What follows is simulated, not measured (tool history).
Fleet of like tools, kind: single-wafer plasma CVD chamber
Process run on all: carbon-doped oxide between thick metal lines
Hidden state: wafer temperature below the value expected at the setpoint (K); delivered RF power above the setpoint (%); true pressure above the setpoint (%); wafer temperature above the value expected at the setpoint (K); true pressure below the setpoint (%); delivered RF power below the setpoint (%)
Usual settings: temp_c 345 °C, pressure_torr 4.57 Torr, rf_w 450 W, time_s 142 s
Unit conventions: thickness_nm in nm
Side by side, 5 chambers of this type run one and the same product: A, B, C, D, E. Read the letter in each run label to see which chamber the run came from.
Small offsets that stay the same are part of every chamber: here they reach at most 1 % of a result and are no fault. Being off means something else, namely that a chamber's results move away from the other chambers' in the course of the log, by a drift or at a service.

run	hour	temp_c	pressure_torr	rf_w	time_s	hours since the last thermocouple change	hours since the last RF generator calibration	hours since the last manometer calibration	read-back reference wafer on the same gauge, thickness_nm	thickness_nm
1A	4.7	345	4.57	450	142	1361.8	334.1	665.5	586.16	672.51
2E	8.6	345	4.57	450	142	1301.5	282.3	1174.3	585.91	673.60
3D	11.1	345	4.57	450	142	585.8	545.5	1784.7	585.60	660.45
4B	14.1	345	4.57	450	142	1467.9	958.6	1052.0	586.37	675.74
5C	19.4	345	4.57	450	142	447.5	839.1	116.8	585.64	675.46
6E	24.4	345	4.57	450	142	1317.3	298.1	1190.1	585.47	676.23
7B	29.7	354	3.94	450	142	1483.5	974.2	1067.6	586.39	648.04
8C	34.0	354	3.94	450	142	462.1	853.7	131.4	586.19	640.69
9D	39.3	354	3.94	450	142	614.0	573.7	1812.9	585.38	637.49
10A	44.7	354	3.94	450	142	1401.8	374.1	705.5	585.39	647.34
11A	47.6	354	3.94	450	142	1404.7	377.0	708.4	585.92	642.75
12B	52.8	345	4.57	395	142	1506.6	997.3	1090.7	585.33	609.76
13D	57.0	345	4.57	395	142	631.7	591.4	1830.6	586.00	605.60
14E	59.5	345	4.57	395	142	1352.4	333.2	1225.2	586.36	608.69
15C	62.7	345	4.57	395	142	490.8	882.4	160.1	586.65	605.04
16A	67.5	345	4.57	395	142	1424.6	396.9	728.3	586.92	616.05
17E	71.8	345	4.57	450	142	1364.7	345.5	1237.5	585.74	676.89
18B	76.3	335	4.57	510	142	1530.1	1020.8	1114.2	585.51	747.19
# hour 79.3: chamber B: capacitance manometer re-zeroed and calibrated
19D	80.3	335	4.57	510	142	655.0	614.7	1853.9	586.11	737.22
20C	85.5	335	4.57	510	142	513.6	905.2	182.9	586.31	750.75
21E	89.4	335	4.57	510	142	1382.3	363.1	1255.1	585.76	749.98
22D	93.9	335	4.57	510	142	668.6	628.3	1867.5	586.49	742.88
23C	97.8	345	4.57	450	142	525.9	917.5	195.2	585.49	668.36
24A	101.0	345	4.57	450	142	1458.1	430.4	761.8	585.83	669.22
25B	105.8	345	5.10	480	142	1559.6	1050.3	26.6	586.25	716.92
26B	110.7	345	5.10	480	142	1564.5	1055.2	31.5	585.72	709.31
27A	114.6	345	5.10	480	142	1471.7	444.0	775.4	586.25	711.02
28D	117.8	345	5.10	480	142	692.5	652.2	1891.4	586.12	704.85
29C	121.9	345	5.10	480	142	550.0	941.6	219.3	585.87	716.97
30E	126.4	345	4.57	450	142	1419.3	400.1	1292.1	585.64	676.80
31C	130.0	345	5.09	450	142	558.1	949.7	227.4	585.71	679.44
32A	133.9	345	5.09	450	142	1491.0	463.3	794.7	585.60	687.91
33D	136.9	345	5.09	450	142	711.6	671.3	1910.5	585.91	671.14
34B	139.8	345	5.09	450	142	1593.6	1084.3	60.6	586.51	680.40
35E	144.4	345	5.09	450	142	1437.3	418.1	1310.1	585.98	683.26
36D	147.9	345	4.57	450	142	722.6	682.3	1921.5	586.04	656.83
37A	151.5	345	4.57	450	142	1508.6	480.9	812.3	586.05	673.55
38C	154.4	345	4.57	450	142	582.5	974.1	251.8	585.71	674.74
39B	156.8	345	4.57	450	142	1610.6	1101.3	77.6	585.85	674.65
40E	159.5	345	4.57	450	142	1452.4	433.2	1325.2	586.02	673.83
41E	162.2	345	4.57	450	142	1455.1	435.9	1327.9	586.25	678.73

Next, every chamber runs the same settings. What will each give?
42A	166.2	345	4.57	450	119					?
42B	166.2	345	4.57	450	119					?
42C	166.2	345	4.57	450	119					?
42D	166.2	345	4.57	450	119					?
42E	166.2	345	4.57	450	119					?

run	thickness_nm
42A	564.49
42B	557.01
42C	560.35
42D	558.74
42E	563.64
